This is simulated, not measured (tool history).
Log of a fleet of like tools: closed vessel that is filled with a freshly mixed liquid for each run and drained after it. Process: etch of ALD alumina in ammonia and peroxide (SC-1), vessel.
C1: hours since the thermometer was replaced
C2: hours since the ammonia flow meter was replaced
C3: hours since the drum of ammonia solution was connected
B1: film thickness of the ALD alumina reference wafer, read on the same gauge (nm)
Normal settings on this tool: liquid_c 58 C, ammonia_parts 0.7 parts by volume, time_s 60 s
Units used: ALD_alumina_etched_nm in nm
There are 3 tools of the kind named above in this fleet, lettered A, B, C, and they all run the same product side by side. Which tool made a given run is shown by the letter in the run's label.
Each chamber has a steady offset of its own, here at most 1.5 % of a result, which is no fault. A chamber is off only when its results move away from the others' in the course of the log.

Run 1B, hour 4: usual settings; C1 1679.5; C2 162.9; C3 473.9; B1 80.008. Result: ALD_alumina_etched_nm 6.9065 nm.
Run 2A, hour 9.7: usual settings; C1 503.3; C2 1062; C3 923.9; B1 79.987. Result: ALD_alumina_etched_nm 6.8176 nm.
Run 3C, hour 13.9: usual settings; C1 54.5; C2 1286.7; C3 164.4; B1 79.98. Result: ALD_alumina_etched_nm 7.0019 nm.
Run 4B, hour 17: usual settings; C1 1692.5; C2 175.9; C3 486.9; B1 80.014. Result: ALD_alumina_etched_nm 7.0088 nm.
Run 5C, hour 21.6: usual settings; C1 62.2; C2 1294.4; C3 172.1; B1 79.996. Result: ALD_alumina_etched_nm 6.9544 nm.
Run 6A, hour 26.5: usual settings; C1 520.1; C2 1078.8; C3 940.7; B1 80.006. Result: ALD_alumina_etched_nm 6.9125 nm.
Run 7A, hour 30.7: usual settings but liquid_c 52 C, time_s 80 s; C1 524.3; C2 1083; C3 944.9; B1 80. Result: ALD_alumina_etched_nm 6.7444 nm.
At hour 33.7: chamber A: new drum of ammonia solution connected.
Run 8C, hour 35.6: usual settings but liquid_c 52 C, time_s 80 s; C1 76.2; C2 1308.4; C3 186.1; B1 80.008. Result: ALD_alumina_etched_nm 6.7728 nm.
Run 9B, hour 39.8: usual settings but liquid_c 52 C, time_s 80 s; C1 1715.3; C2 198.7; C3 509.7; B1 79.981. Result: ALD_alumina_etched_nm 6.7294 nm.
Run 10A, hour 45.8: usual settings; C1 539.4; C2 1098.1; C3 12.2; B1 79.988. Result: ALD_alumina_etched_nm 7.0025 nm.
Run 11B, hour 50.1: usual settings but liquid_c 49 C; C1 1725.6; C2 209; C3 520; B1 80.014. Result: ALD_alumina_etched_nm 4.2797 nm.
Run 12C, hour 55.9: usual settings but liquid_c 49 C; C1 96.5; C2 1328.7; C3 206.4; B1 80.018. Result: ALD_alumina_etched_nm 4.2659 nm.
Run 13C, hour 59: usual settings but liquid_c 49 C; C1 99.6; C2 1331.8; C3 209.5; B1 80.007. Result: ALD_alumina_etched_nm 4.3082 nm.
Run 14A, hour 63.1: usual settings; C1 556.7; C2 1115.4; C3 29.5; B1 80.014. Result: ALD_alumina_etched_nm 6.8748 nm.
Run 15B, hour 67.9: usual settings; C1 1743.4; C2 226.8; C3 537.8; B1 79.994. Result: ALD_alumina_etched_nm 6.9003 nm.
Run 16C, hour 73.2: usual settings; C1 113.8; C2 1346; C3 223.7; B1 80. Result: ALD_alumina_etched_nm 6.9898 nm.
Run 17B, hour 76: usual settings; C1 1751.5; C2 234.9; C3 545.9; B1 80.01. Result: ALD_alumina_etched_nm 6.9648 nm.
Run 18A, hour 80.9: usual settings; C1 574.5; C2 1133.2; C3 47.3; B1 80.014. Result: ALD_alumina_etched_nm 6.9528 nm.
Run 19A, hour 86.1: usual settings; C1 579.7; C2 1138.4; C3 52.5; B1 79.992. Result: ALD_alumina_etched_nm 7.0174 nm.
Run 20C, hour 91.2: usual settings; C1 131.8; C2 1364; C3 241.7; B1 79.993. Result: ALD_alumina_etched_nm 6.9592 nm.
Run 21B, hour 94.1: usual settings; C1 1769.6; C2 253; C3 564; B1 79.994. Result: ALD_alumina_etched_nm 6.9293 nm.
Run 22B, hour 97.7: usual settings; C1 1773.2; C2 256.6; C3 567.6; B1 80.019. Result: ALD_alumina_etched_nm 6.8794 nm.
Run 23C, hour 100.7: usual settings; C1 141.3; C2 1373.5; C3 251.2; B1 80.02. Result: ALD_alumina_etched_nm 7.0484 nm.
Run 24A, hour 105.1: usual settings; C1 598.7; C2 1157.4; C3 71.5; B1 79.962. Result: ALD_alumina_etched_nm 6.9516 nm.
Run 25C, hour 109.7: usual settings; C1 150.3; C2 1382.5; C3 260.2; B1 79.988. Result: ALD_alumina_etched_nm 6.9911 nm.
Run 26A, hour 112.8: usual settings; C1 606.4; C2 1165.1; C3 79.2; B1 80.009. Result: ALD_alumina_etched_nm 6.9285 nm.
Run 27B, hour 117.7: usual settings; C1 1793.2; C2 276.6; C3 587.6; B1 80.001. Result: ALD_alumina_etched_nm 6.889 nm.
Run 28B, hour 123: usual settings; C1 1798.5; C2 281.9; C3 592.9; B1 79.99. Result: ALD_alumina_etched_nm 6.9447 nm.
Run 29C, hour 128.5: usual settings; C1 169.1; C2 1401.3; C3 279; B1 79.982. Result: ALD_alumina_etched_nm 7.1159 nm.
Run 30A, hour 133.5: usual settings; C1 627.1; C2 1185.8; C3 99.9; B1 79.998. Result: ALD_alumina_etched_nm 6.9593 nm.
Run 31A, hour 138.3: usual settings; C1 631.9; C2 1190.6; C3 104.7; B1 79.99. Result: ALD_alumina_etched_nm 6.8709 nm.
Run 32B, hour 144.4: usual settings; C1 1819.9; C2 303.3; C3 614.3; B1 80.023. Result: ALD_alumina_etched_nm 6.9073 nm.
Run 33C, hour 147.8: usual settings; C1 188.4; C2 1420.6; C3 298.3; B1 80.015. Result: ALD_alumina_etched_nm 7.0464 nm.
Run 34C, hour 152.9: usual settings; C1 193.5; C2 1425.7; C3 303.4; B1 80.026. Result: ALD_alumina_etched_nm 6.9863 nm.
Run 35A, hour 157.4: usual settings; C1 651; C2 1209.7; C3 123.8; B1 80.005. Result: ALD_alumina_etched_nm 7.0062 nm.
Run 36B, hour 162.9: usual settings; C1 1838.4; C2 321.8; C3 632.8; B1 80.038. Result: ALD_alumina_etched_nm 6.9196 nm.
Run 37A, hour 167.8: usual settings; C1 661.4; C2 1220.1; C3 134.2; B1 80.02. Result: ALD_alumina_etched_nm 7.0236 nm.
Run 38B, hour 171.5: usual settings; C1 1847; C2 330.4; C3 641.4; B1 80.012. Result: ALD_alumina_etched_nm 6.9287 nm.

All 3 chambers run these settings next. Forecast each chamber's results:
Run 39A, hour 176: usual settings. Result: ALD_alumina_etched_nm ?.
Run 39B, hour 176: usual settings. Result: ALD_alumina_etched_nm ?.
Run 39C, hour 176: usual settings. Result: ALD_alumina_etched_nm ?.

run  ALD_alumina_etched_nm
39A                 6.8902
39B                 6.9436
39C                 6.8969
